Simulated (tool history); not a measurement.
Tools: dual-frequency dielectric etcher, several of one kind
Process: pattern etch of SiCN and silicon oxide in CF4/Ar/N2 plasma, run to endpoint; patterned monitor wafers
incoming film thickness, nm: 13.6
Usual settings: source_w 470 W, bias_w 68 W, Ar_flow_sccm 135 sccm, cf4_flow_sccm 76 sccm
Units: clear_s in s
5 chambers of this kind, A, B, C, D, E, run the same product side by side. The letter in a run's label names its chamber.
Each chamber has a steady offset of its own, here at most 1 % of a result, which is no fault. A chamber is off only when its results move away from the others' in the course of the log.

run   hour  source_w  bias_w  Ar_flow_sccm  cf4_flow_sccm  clear_s
 1D    7.6       470      68           135             76   16.044
 2C   12.7       470      68           135             76   16.238
 3A   19.9       470      68           135             76   16.079
 4E   26.7       470      68           135             76   16.123
 5B   33.7       470      68           152             58   17.351
 6D     39       470      68           152             58   17.283
 7B   48.2       470      68           152             58   17.211
 8E   56.7       470      68           152             58   17.084
 9C   64.1       470      68           152             58   17.201
10A     69       470      68           135             76    16.07
11E   76.6       470      68           135             76   15.954
12B   86.2       470      68           135             76   16.212
13A   91.9       470      68           135             76   16.067
14C   97.3       470      68           135             76   16.206
15D  106.6       470      68           135             76   15.944
16B  112.3       470      68           135             76   16.077
     117.1  -- chamber D: wet clean of the chamber
17E  120.6       470      68           135             76   16.041
18C  128.8       470      68           135             76   16.259
19A  134.4       470      68           135             76   15.969
20D  143.4       470      68           135             76   16.023
21A  149.8       470      68           135             76   16.051
22E  159.4       470      68           135             76   16.049
23B  165.5       470      68           135             76   16.231
24D  173.9       470      68           135             76   15.904
25C  179.2       470      68           135             76   16.131
     181.7  -- chamber E: wet clean of the chamber
26D  184.4       470      68           135             76    16.04
27E  190.4       470      74           135             84   15.302
28C  196.7       470      74           135             84   15.405
29A  205.5       470      74           135             84   15.139
30B  211.2       470      74           135             84   15.412
31E  215.9       470      74           135             84    15.32
32D  222.7       470      68           135             76    16.06
33B  231.7       470      68           135             76    16.06
34A  236.8       470      68           135             76   15.736
35C    245       470      68           135             76   16.089
36A  255.1       470      68           135             76   15.755
       258  -- chamber C: wet clean of the chamber
37C  260.4       470      68           135             76   16.211
38D  266.6       470      68           135             76   16.028
39E  276.3       470      68           135             76   16.053
40B  281.4       470      68           135             76   16.211
41E  286.6       470      68           135             76   16.076
42C  296.3       470      68           135             76   16.108
43A  306.3       470      68           121             90   14.984

Is one chamber off against the others, does the gauge drift, or is nothing wrong? If a chamber is off, say which, and what the likeliest cause is.

Chamber A drifts away from the others.
Cause: etch rate over this chamber's usual, % = 2.78.
The log may not tell that from: source power that arrives over what is set, %.

Here are 4 candidates for chamber A's next run, each the usual settings with a change, their results left as question marks. Which one brings its results back in line with what the others give on the usual settings?
In line means no further than this from the other chambers' mean on the usual settings: clear_s 0.22 s
44A-1  313.7       470      58           135             71        ?
44A-2  313.7       470      68           135             90        ?
44A-3  313.7       460      67           136             76        ?
44A-4  313.7       470      80           135             76        ?

The other chambers' mean on the usual settings: clear_s 16.11 s
  run  clear_s
44A-1   16.708
44A-2   15.229
44A-3   16.046
44A-4   14.787
44A-3 brings the chamber back in line.

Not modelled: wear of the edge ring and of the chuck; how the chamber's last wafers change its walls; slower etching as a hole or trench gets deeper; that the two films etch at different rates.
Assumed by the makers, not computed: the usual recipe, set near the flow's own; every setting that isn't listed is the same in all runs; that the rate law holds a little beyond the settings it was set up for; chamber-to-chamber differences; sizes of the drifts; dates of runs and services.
